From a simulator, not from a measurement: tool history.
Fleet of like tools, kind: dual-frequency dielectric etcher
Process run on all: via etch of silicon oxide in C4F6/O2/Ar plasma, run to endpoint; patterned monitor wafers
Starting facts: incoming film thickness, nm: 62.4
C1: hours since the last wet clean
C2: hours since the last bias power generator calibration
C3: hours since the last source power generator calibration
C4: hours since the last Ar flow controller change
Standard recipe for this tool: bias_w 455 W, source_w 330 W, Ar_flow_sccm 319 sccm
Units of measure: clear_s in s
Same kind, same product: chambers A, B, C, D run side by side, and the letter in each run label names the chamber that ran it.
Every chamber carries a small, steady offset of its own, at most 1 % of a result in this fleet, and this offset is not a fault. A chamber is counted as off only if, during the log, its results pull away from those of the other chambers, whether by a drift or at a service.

Run 1D, day 0.2: usual settings; C1 211.4; C2 1056.7; C3 247.2; C4 1868.2. Result: clear_s 15.545 s.
Run 2A, day 0.317: usual settings; C1 229.7; C2 596.6; C3 438; C4 1723.2. Result: clear_s 15.395 s.
Run 3B, day 0.467: usual settings; C1 26.1; C2 432.4; C3 1327; C4 2037.3. Result: clear_s 15.277 s.
Run 4C, day 0.679: usual settings; C1 271; C2 1097.5; C3 2992.9; C4 2758.8. Result: clear_s 15.377 s.
Run 5A, day 0.788: usual settings; C1 241; C2 607.9; C3 449.3; C4 1734.5. Result: clear_s 15.232 s.
Run 6D, day 1.004: usual settings; C1 230.7; C2 1076; C3 266.5; C4 1887.5. Result: clear_s 15.555 s.
Run 7B, day 1.183: usual settings; C1 43.3; C2 449.6; C3 1344.2; C4 2054.5. Result: clear_s 15.391 s.
Run 8C, day 1.296: usual settings but bias_w 371 W; C1 285.8; C2 1112.3; C3 3007.7; C4 2773.6. Result: clear_s 16.655 s.
Run 9C, day 1.504: usual settings but bias_w 371 W; C1 290.8; C2 1117.3; C3 3012.7; C4 2778.6. Result: clear_s 16.67 s.
Run 10A, day 1.717: usual settings but bias_w 371 W; C1 263.3; C2 630.2; C3 471.6; C4 1756.8. Result: clear_s 16.39 s.
Run 11D, day 1.921: usual settings but bias_w 371 W; C1 252.7; C2 1098; C3 288.5; C4 1909.5. Result: clear_s 16.867 s.
Run 12B, day 2.058: usual settings; C1 64.3; C2 470.6; C3 1365.2; C4 2075.5. Result: clear_s 15.287 s.
Run 13A, day 2.196: usual settings but bias_w 361 W; C1 274.8; C2 641.7; C3 483.1; C4 1768.3. Result: clear_s 16.609 s.
Run 14B, day 2.358: usual settings but bias_w 361 W; C1 71.5; C2 477.8; C3 1372.4; C4 2082.7. Result: clear_s 16.922 s.
Run 15C, day 2.538: usual settings but bias_w 361 W; C1 315.6; C2 1142.1; C3 3037.5; C4 2803.4. Result: clear_s 16.787 s.
Run 16D, day 2.721: usual settings but bias_w 361 W; C1 271.9; C2 1117.2; C3 307.7; C4 1928.7. Result: clear_s 16.922 s.
Run 17A, day 2.871: usual settings; C1 291; C2 657.9; C3 499.3; C4 1784.5. Result: clear_s 15.367 s.
Run 18B, day 3.033: usual settings; C1 87.7; C2 494; C3 1388.6; C4 2098.9. Result: clear_s 15.409 s.
Run 19C, day 3.233: usual settings; C1 332.3; C2 1158.8; C3 3054.2; C4 2820.1. Result: clear_s 15.512 s.
Run 20D, day 3.417: usual settings; C1 288.6; C2 1133.9; C3 324.4; C4 1945.4. Result: clear_s 15.829 s.
Run 21A, day 3.562: usual settings but bias_w 417 W; C1 307.6; C2 674.5; C3 515.9; C4 1801.1. Result: clear_s 15.739 s.
Run 22B, day 3.658: usual settings but bias_w 417 W; C1 102.7; C2 509; C3 1403.6; C4 2113.9. Result: clear_s 15.906 s.
Run 23C, day 3.788: usual settings but bias_w 417 W; C1 345.6; C2 1172.1; C3 3067.5; C4 2833.4. Result: clear_s 15.944 s.
Run 24D, day 3.988: usual settings but bias_w 417 W; C1 302.3; C2 1147.6; C3 338.1; C4 1959.1. Result: clear_s 16.229 s.
Run 25B, day 4.188: usual settings; C1 115.4; C2 521.7; C3 1416.3; C4 2126.6. Result: clear_s 15.397 s.
Run 26D, day 4.388: usual settings; C1 311.9; C2 1157.2; C3 347.7; C4 1968.7. Result: clear_s 15.953 s.
Run 27C, day 4.508: usual settings; C1 362.9; C2 1189.4; C3 3084.8; C4 2850.7. Result: clear_s 15.519 s.
Run 28A, day 4.675: usual settings; C1 334.3; C2 701.2; C3 542.6; C4 1827.8. Result: clear_s 15.182 s.
Run 29C, day 4.85: usual settings; C1 371.1; C2 1197.6; C3 3093; C4 2858.9. Result: clear_s 15.386 s.
Run 30B, day 4.979: usual settings; C1 134.4; C2 540.7; C3 1435.3; C4 2145.6. Result: clear_s 15.285 s.
Run 31A, day 5.071: usual settings; C1 343.8; C2 710.7; C3 552.1; C4 1837.3. Result: clear_s 15.214 s.
Run 32D, day 5.254: usual settings but Ar_flow_sccm 346 sccm; C1 332.7; C2 1178; C3 368.5; C4 1989.5. Result: clear_s 16.092 s.
Run 33C, day 5.388: usual settings but Ar_flow_sccm 346 sccm; C1 384; C2 1210.5; C3 3105.9; C4 2871.8. Result: clear_s 15.601 s.
Run 34D, day 5.554: usual settings but Ar_flow_sccm 346 sccm; C1 339.9; C2 1185.2; C3 375.7; C4 1996.7. Result: clear_s 16.011 s.
Run 35A, day 5.658: usual settings but Ar_flow_sccm 346 sccm; C1 357.9; C2 724.8; C3 566.2; C4 1851.4. Result: clear_s 15.359 s.
Run 36B, day 5.829: usual settings; C1 154.8; C2 561.1; C3 1455.7; C4 2166. Result: clear_s 15.407 s.
Run 37B, day 5.988: usual settings; C1 158.6; C2 564.9; C3 1459.5; C4 2169.8. Result: clear_s 15.448 s.
Run 38C, day 6.096: usual settings; C1 401; C2 1227.5; C3 3122.9; C4 2888.8. Result: clear_s 15.366 s.
Run 39A, day 6.204: usual settings but bias_w 504 W, Ar_flow_sccm 373 sccm; C1 371; C2 737.9; C3 579.3; C4 1864.5. Result: clear_s 14.904 s.
Run 40D, day 6.421: usual settings but bias_w 504 W, Ar_flow_sccm 373 sccm; C1 360.7; C2 1206; C3 396.5; C4 2017.5. Result: clear_s 15.709 s.
Run 41A, day 6.521: usual settings but bias_w 504 W, Ar_flow_sccm 373 sccm; C1 378.6; C2 745.5; C3 586.9; C4 1872.1. Result: clear_s 14.856 s.
Run 42C, day 6.629: usual settings but bias_w 504 W, Ar_flow_sccm 373 sccm; C1 413.8; C2 1240.3; C3 3135.7; C4 2901.6. Result: clear_s 15.172 s.
Run 43B, day 6.8: usual settings but Ar_flow_sccm 285 sccm; C1 178.1; C2 584.4; C3 1479; C4 2189.3. Result: clear_s 15.231 s.

Predict what each chamber gives when all 4 of them run the settings below next.
Run 44A, day 6.958: usual settings but Ar_flow_sccm 344 sccm. Result: clear_s ?.
Run 44B, day 6.958: usual settings but Ar_flow_sccm 344 sccm. Result: clear_s ?.
Run 44C, day 6.958: usual settings but Ar_flow_sccm 344 sccm. Result: clear_s ?.
Run 44D, day 6.958: usual settings but Ar_flow_sccm 344 sccm. Result: clear_s ?.

run  clear_s
44A   15.433
44B   15.406
44C     15.5
44D   16.175
